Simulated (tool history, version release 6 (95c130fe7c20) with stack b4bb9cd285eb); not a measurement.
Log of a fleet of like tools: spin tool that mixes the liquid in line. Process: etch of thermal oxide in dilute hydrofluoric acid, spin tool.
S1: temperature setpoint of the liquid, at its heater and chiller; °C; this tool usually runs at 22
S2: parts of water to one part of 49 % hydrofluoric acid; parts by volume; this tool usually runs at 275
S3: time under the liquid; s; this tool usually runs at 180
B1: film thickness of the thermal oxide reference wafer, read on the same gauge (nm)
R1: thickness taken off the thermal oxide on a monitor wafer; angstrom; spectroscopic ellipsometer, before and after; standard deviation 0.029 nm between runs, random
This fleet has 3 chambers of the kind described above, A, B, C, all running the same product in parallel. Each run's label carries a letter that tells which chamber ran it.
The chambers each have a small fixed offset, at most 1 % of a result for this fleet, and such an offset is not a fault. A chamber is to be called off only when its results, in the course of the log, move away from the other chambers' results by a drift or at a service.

run 1B hour=10.7 | S1=22 S2=275 S3=180 | B1=70.054 | R1=23.6560
run 2C hour=18.3 | S1=22 S2=275 S3=180 | B1=70.014 | R1=23.2450
run 3A hour=30.9 | S1=22 S2=275 S3=180 | B1=70.010 | R1=22.8730
run 4B hour=44.4 | S1=22 S2=275 S3=180 | B1=70.031 | R1=23.2160
run 5A hour=52.7 | S1=22 S2=275 S3=180 | B1=70.016 | R1=23.3590
run 6C hour=64.4 | S1=22 S2=275 S3=235 | B1=69.965 | R1=30.2840
run 7B hour=72.3 | S1=22 S2=275 S3=235 | B1=69.975 | R1=30.3240
run 8C hour=85.7 | S1=22 S2=275 S3=235 | B1=69.989 | R1=30.4980
run 9A hour=97.1 | S1=22 S2=275 S3=180 | B1=70.007 | R1=22.8190
run 10C hour=109.9 | S1=22 S2=340 S3=95 | B1=70.010 | R1=9.5153
run 11A hour=123.9 | S1=22 S2=340 S3=95 | B1=69.975 | R1=9.3337
run 12B hour=131.4 | S1=22 S2=340 S3=95 | B1=70.011 | R1=9.3325
run 13C hour=145.3 | S1=22 S2=275 S3=180 | B1=70.030 | R1=24.2840
run 14A hour=156.0 | S1=22 S2=275 S3=180 | B1=69.990 | R1=22.6170
run 15B hour=165.4 | S1=22 S2=275 S3=180 | B1=70.014 | R1=23.7760
run 16B hour=176.8 | S1=22 S2=275 S3=180 | B1=70.001 | R1=23.5230
run 17A hour=184.1 | S1=22 S2=275 S3=180 | B1=70.023 | R1=23.0830
run 18C hour=196.3 | S1=22 S2=275 S3=180 | B1=70.055 | R1=24.5250
run 19B hour=207.5 | S1=22 S2=275 S3=180 | B1=69.957 | R1=23.7810
run 20C hour=215.7 | S1=22 S2=275 S3=100 | B1=69.996 | R1=13.7530
run 21A hour=227.5 | S1=22 S2=275 S3=100 | B1=69.998 | R1=12.8030
run 22A hour=240.3 | S1=22 S2=275 S3=100 | B1=70.033 | R1=12.7270
run 23B hour=250.2 | S1=22 S2=275 S3=140 | B1=69.973 | R1=18.1220
run 24C hour=264.1 | S1=22 S2=275 S3=140 | B1=70.017 | R1=19.3820
run 25C hour=271.6 | S1=22 S2=275 S3=140 | B1=69.972 | R1=19.6180
run 26B hour=279.5 | S1=22 S2=275 S3=180 | B1=70.015 | R1=23.3390
run 27A hour=293.0 | S1=22 S2=275 S3=180 | B1=70.047 | R1=23.3300
run 28B hour=304.9 | S1=22 S2=275 S3=180 | B1=69.994 | R1=23.5330
run 29A hour=317.7 | S1=22 S2=275 S3=180 | B1=70.003 | R1=23.1220
run 30C hour=328.5 | S1=22 S2=275 S3=180 | B1=69.996 | R1=25.7920
run 31B hour=340.6 | S1=22 S2=275 S3=180 | B1=70.011 | R1=23.4580
run 32A hour=349.5 | S1=22 S2=275 S3=180 | B1=70.023 | R1=23.2940
run 33C hour=356.1 | S1=22 S2=275 S3=180 | B1=70.030 | R1=25.5360
run 34A hour=362.1 | S1=22 S2=275 S3=180 | B1=69.986 | R1=23.4900
run 35C hour=368.8 | S1=22 S2=275 S3=180 | B1=69.975 | R1=25.8460
run 36B hour=382.2 | S1=22 S2=275 S3=180 | B1=70.036 | R1=23.1290
run 37A hour=395.1 | S1=22 S2=275 S3=180 | B1=69.991 | R1=22.8090
run 38C hour=407.8 | S1=22 S2=275 S3=180 | B1=70.006 | R1=25.9050
run 39B hour=415.9 | S1=22 S2=275 S3=240 | B1=69.961 | R1=31.1230
run 40B hour=427.5 | S1=22 S2=275 S3=240 | B1=70.032 | R1=30.6030
run 41C hour=440.7 | S1=22 S2=275 S3=240 | B1=70.029 | R1=34.8050

Does one chamber stand apart from the rest, does the shared gauge drift, or is all well apart from small per-chamber offsets? Give the chamber and the most likely cause, where there is one.

One chamber, C, drifts off from the rest bit by bit.
What lies behind it: hydrofluoric acid flow above the setpoint (%) = 11.6.

Below are 4 candidate recipes for chamber C's next run, each the usual settings with a change, their results shown as question marks. Which of them brings C's results back in line with what the other chambers give on the usual settings?
In line means no further than this from the other chambers' mean on the usual settings: R1 1.0000 angstrom
run 42C-1 hour=450.7 | S1=22 S2=260 S3=180 | R1=?
run 42C-2 hour=450.7 | S1=22 S2=290 S3=165 | R1=?
run 42C-3 hour=450.7 | S1=22 S2=280 S3=175 | R1=?
run 42C-4 hour=450.7 | S1=22 S2=245 S3=180 | R1=?

The mean the other chambers reach with the usual settings: R1 23.2310 angstrom
run=42C-1 R1=28.8930
run=42C-2 R1=23.1720
run=42C-3 R1=25.6610
run=42C-4 R1=31.0440
Change 42C-2 lands the chamber within the allowed miss of the other chambers.

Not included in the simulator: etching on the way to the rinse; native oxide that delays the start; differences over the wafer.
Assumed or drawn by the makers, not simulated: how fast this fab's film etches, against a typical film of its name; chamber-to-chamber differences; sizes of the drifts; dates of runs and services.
